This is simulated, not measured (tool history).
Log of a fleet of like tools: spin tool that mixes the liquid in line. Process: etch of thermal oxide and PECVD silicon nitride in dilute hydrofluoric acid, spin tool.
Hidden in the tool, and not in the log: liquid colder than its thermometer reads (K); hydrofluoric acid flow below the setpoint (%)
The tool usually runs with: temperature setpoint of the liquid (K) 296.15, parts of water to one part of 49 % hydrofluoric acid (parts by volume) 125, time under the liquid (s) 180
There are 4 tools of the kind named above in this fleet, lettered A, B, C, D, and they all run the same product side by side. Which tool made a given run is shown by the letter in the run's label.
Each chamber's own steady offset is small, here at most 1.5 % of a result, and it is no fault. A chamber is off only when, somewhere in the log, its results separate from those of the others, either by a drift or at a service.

run,hour,temperature setpoint of the liquid (K),parts of water to one part of 49 % hydrofluoric acid (parts by volume),time under the liquid (s),hours since the thermometer was replaced,hours since the hydrofluoric acid flow meter was replaced,"read-back film thickness of the thermal oxide reference wafer, read on the same gauge (nm)","read-back film thickness of the PECVD silicon nitride reference wafer, read on the same gauge (nm)",thickness taken off the thermal oxide on a monitor wafer (angstrom),thickness taken off the PECVD silicon nitride on a monitor wafer (angstrom)
1B,4.4,296.15,125,180,1773.9,772.9,110.01,149.99,64.468,27.527
2A,7.4,296.15,125,180,768.5,1248.4,109.97,149.97,64.278,27.338
3C,9.6,296.15,125,180,965.3,823.1,109.98,150.04,63.343,27.786
4D,14.1,296.15,125,180,634.9,94.6,110.01,150.01,63.408,27.686
5D,16.7,296.15,125,180,637.5,97.2,110.02,150.01,64.553,28.604
6B,19.2,296.15,125,180,1788.7,787.7,110.03,150.03,63.718,27.344
7C,23.4,296.15,125,180,979.1,836.9,109.99,149.96,63.730,27.951
8A,27.5,296.15,125,180,788.6,1268.5,110.01,150.01,64.276,27.891
9B,32.5,296.15,125,180,1802.0,801.0,110.00,149.98,64.154,27.353
10D,34.9,296.15,125,180,655.7,115.4,110.02,150.02,63.212,28.304
11A,37.8,296.15,125,180,798.9,1278.8,109.98,150.03,63.664,27.750
12C,40.3,296.15,125,180,996.0,853.8,109.99,150.03,64.330,27.592
13C,43.4,299.65,125,180,999.1,856.9,110.01,150.05,74.026,34.474
14D,48.1,299.65,125,180,668.9,128.6,110.00,150.00,73.561,35.452
15A,50.7,299.65,125,180,811.8,1291.7,110.02,149.97,72.543,35.067
16B,54.4,299.65,125,180,1823.9,822.9,109.98,150.03,71.276,33.758
17A,58.8,296.15,125,180,819.9,1299.8,110.03,150.02,64.770,28.057
18B,63.9,296.15,125,180,1833.4,832.4,110.00,149.98,62.652,26.549
19C,67.4,296.15,125,180,1023.1,880.9,110.03,149.98,63.839,27.682
20D,71.4,296.15,170,180,692.2,151.9,110.01,150.03,44.783,20.255
21A,75.4,296.15,170,180,836.5,1316.4,110.02,149.97,45.589,20.585
22B,80.3,296.15,170,180,1849.8,848.8,110.00,150.02,42.537,19.632
23C,83.6,296.15,170,180,1039.3,897.1,109.98,149.99,44.057,20.249
24D,86.1,296.15,125,180,706.9,166.6,109.98,150.00,64.456,28.297
25A,90.5,296.15,125,180,851.6,1331.5,110.01,149.97,64.418,28.211
26D,94.9,296.15,125,180,715.7,175.4,110.01,149.95,63.305,28.169
27B,99.2,296.15,85,180,1868.7,867.7,109.96,150.03,94.860,38.308
28C,102.3,296.15,85,180,1058.0,915.8,110.01,149.98,98.843,40.371
29A,106.3,296.15,85,180,867.4,1347.3,110.04,149.99,98.754,39.994
30B,109.7,296.15,85,180,1879.2,878.2,110.00,150.00,92.753,37.950
31D,114.1,296.15,125,180,734.9,194.6,110.01,149.99,64.295,28.203
32C,116.4,296.15,125,180,1072.1,929.9,109.97,149.97,63.617,27.542
33D,119.6,296.15,125,180,740.4,200.1,110.03,150.01,64.050,28.098
34A,124.5,296.15,125,180,885.6,1365.5,110.03,149.97,64.403,27.652
35C,128.8,296.15,125,180,1084.5,942.3,110.01,150.01,62.614,28.001
36B,131.5,296.15,125,180,1901.0,900.0,109.98,150.01,58.036,25.228
37A,135.6,293.65,125,180,896.7,1376.6,110.01,149.99,58.299,23.091

All 4 chambers run these settings next. Forecast each chamber's results:
38A,139.3,291.65,125,180,,,,,?,?
38B,139.3,291.65,125,180,,,,,?,?
38C,139.3,291.65,125,180,,,,,?,?
38D,139.3,291.65,125,180,,,,,?,?

run,thickness taken off the thermal oxide on a monitor wafer (angstrom),thickness taken off the PECVD silicon nitride on a monitor wafer (angstrom)
38A,53.499,20.551
38B,48.234,19.209
38C,52.543,20.267
38D,54.055,21.051

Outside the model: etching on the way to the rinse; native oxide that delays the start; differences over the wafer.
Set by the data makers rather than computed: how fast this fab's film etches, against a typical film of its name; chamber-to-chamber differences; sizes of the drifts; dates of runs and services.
